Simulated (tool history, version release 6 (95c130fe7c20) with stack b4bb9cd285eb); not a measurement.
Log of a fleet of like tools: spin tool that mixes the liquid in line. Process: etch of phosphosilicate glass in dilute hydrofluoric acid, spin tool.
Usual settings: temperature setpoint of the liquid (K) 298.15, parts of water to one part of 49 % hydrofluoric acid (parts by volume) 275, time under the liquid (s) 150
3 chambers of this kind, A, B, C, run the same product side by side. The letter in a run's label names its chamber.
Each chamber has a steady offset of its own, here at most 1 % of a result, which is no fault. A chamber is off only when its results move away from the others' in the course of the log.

| run | hour | temperature setpoint of the liquid (K) | parts of water to one part of 49 % hydrofluoric acid (parts by volume) | time under the liquid (s) | hours since the thermometer was replaced | hours since the hydrofluoric acid flow meter was replaced | read-back film thickness of the phosphosilicate glass reference wafer, read on the same gauge (nm) | thickness taken off the phosphosilicate glass on a monitor wafer (nm) |
|---|---|---|---|---|---|---|---|---|
| 1A | 4.8 | 298.15 | 275 | 150 | 161.4 | 25.6 | 50.013 | 43.034 |
| 2C | 15.4 | 298.15 | 275 | 150 | 723 | 457.4 | 49.991 | 42.479 |
| 3B | 23.6 | 298.15 | 275 | 150 | 394.8 | 540.5 | 50.028 | 43.399 |
| 4B | 28.4 | 298.15 | 275 | 150 | 399.6 | 545.3 | 50.041 | 43.386 |
| 5A | 34.3 | 298.15 | 275 | 150 | 190.9 | 55.1 | 50.061 | 42.733 |
| 6C | 40.1 | 298.15 | 275 | 150 | 747.7 | 482.1 | 50.02 | 42.785 |
| 7C | 48.8 | 298.15 | 275 | 150 | 756.4 | 490.8 | 50.007 | 42.416 |
| 8B | 53.7 | 298.15 | 275 | 150 | 424.9 | 570.6 | 49.996 | 43.76 |
| 9A | 59.1 | 298.15 | 275 | 150 | 215.7 | 79.9 | 49.994 | 43.556 |
| 10A | 69.4 | 298.15 | 275 | 150 | 226 | 90.2 | 50.006 | 42.735 |
| 11C | 79 | 298.15 | 275 | 150 | 786.6 | 521 | 49.965 | 41.86 |
| 12B | 88.9 | 298.15 | 275 | 150 | 460.1 | 605.8 | 49.972 | 43.232 |
| 13B | 94.5 | 298.15 | 150 | 80 | 465.7 | 611.4 | 50.001 | 47.55 |
| 14C | 101.3 | 298.15 | 150 | 80 | 808.9 | 543.3 | 49.99 | 48.127 |
| 15A | 110.6 | 298.15 | 150 | 80 | 267.2 | 131.4 | 49.986 | 47.473 |
| 16A | 117 | 298.15 | 275 | 150 | 273.6 | 137.8 | 50.001 | 43.369 |
| 17C | 126.9 | 295.65 | 275 | 150 | 834.5 | 568.9 | 49.97 | 37.746 |
| 18B | 131.9 | 295.65 | 275 | 150 | 503.1 | 648.8 | 49.999 | 40.382 |
| 19A | 136.7 | 295.65 | 275 | 150 | 293.3 | 157.5 | 50.005 | 38.767 |
| 20C | 141.7 | 298.15 | 275 | 150 | 849.3 | 583.7 | 49.959 | 41.083 |
| 21B | 151.6 | 298.15 | 275 | 150 | 522.8 | 668.5 | 49.926 | 43.187 |
| 22B | 161.4 | 298.15 | 275 | 150 | 532.6 | 678.3 | 49.99 | 43.586 |
| 23C | 166.8 | 298.15 | 275 | 150 | 874.4 | 608.8 | 49.993 | 40.759 |
|  | 167.7 | chamber C: hydrofluoric acid flow meter replaced |
| 24A | 174.7 | 298.15 | 275 | 150 | 331.3 | 195.5 | 49.973 | 43.024 |
|  | 183.6 | chamber B: thermometer replaced |
| 25C | 184.3 | 294.15 | 275 | 150 | 891.9 | 16.6 | 50.016 | 34.993 |
| 26B | 188.9 | 294.15 | 275 | 150 | 5.3 | 705.8 | 50.03 | 37.257 |
| 27A | 199 | 294.15 | 275 | 150 | 355.6 | 219.8 | 50.047 | 36.918 |
| 28A | 204.2 | 298.15 | 275 | 150 | 360.8 | 225 | 49.981 | 43.201 |
| 29B | 214.5 | 298.15 | 275 | 150 | 30.9 | 731.4 | 49.983 | 43.233 |
| 30C | 221.2 | 298.15 | 275 | 150 | 928.8 | 53.5 | 50.008 | 39.415 |
| 31C | 229 | 298.15 | 275 | 150 | 936.6 | 61.3 | 49.988 | 39.801 |
| 32B | 237.8 | 298.15 | 275 | 150 | 54.2 | 754.7 | 50.017 | 42.781 |
| 33A | 246.8 | 298.15 | 275 | 150 | 403.4 | 267.6 | 50.026 | 43.039 |
| 34B | 253.9 | 298.15 | 275 | 150 | 70.3 | 770.8 | 50.02 | 43.807 |
| 35A | 260.7 | 298.15 | 275 | 150 | 417.3 | 281.5 | 50.027 | 42.896 |
| 36C | 268.5 | 298.15 | 275 | 150 | 976.1 | 100.8 | 50.015 | 39.276 |
| 37C | 275.9 | 298.15 | 275 | 150 | 983.5 | 108.2 | 50.023 | 38.859 |

All 3 chambers run these settings next. Forecast each chamber's results:
| 38A | 283.4 | 298.15 | 275 | 150 |  |  |  | ? |
| 38B | 283.4 | 298.15 | 275 | 150 |  |  |  | ? |
| 38C | 283.4 | 298.15 | 275 | 150 |  |  |  | ? |

| run | thickness taken off the phosphosilicate glass on a monitor wafer (nm) |
|---|---|
| 38A | 42.698 |
| 38B | 43.97 |
| 38C | 39.032 |
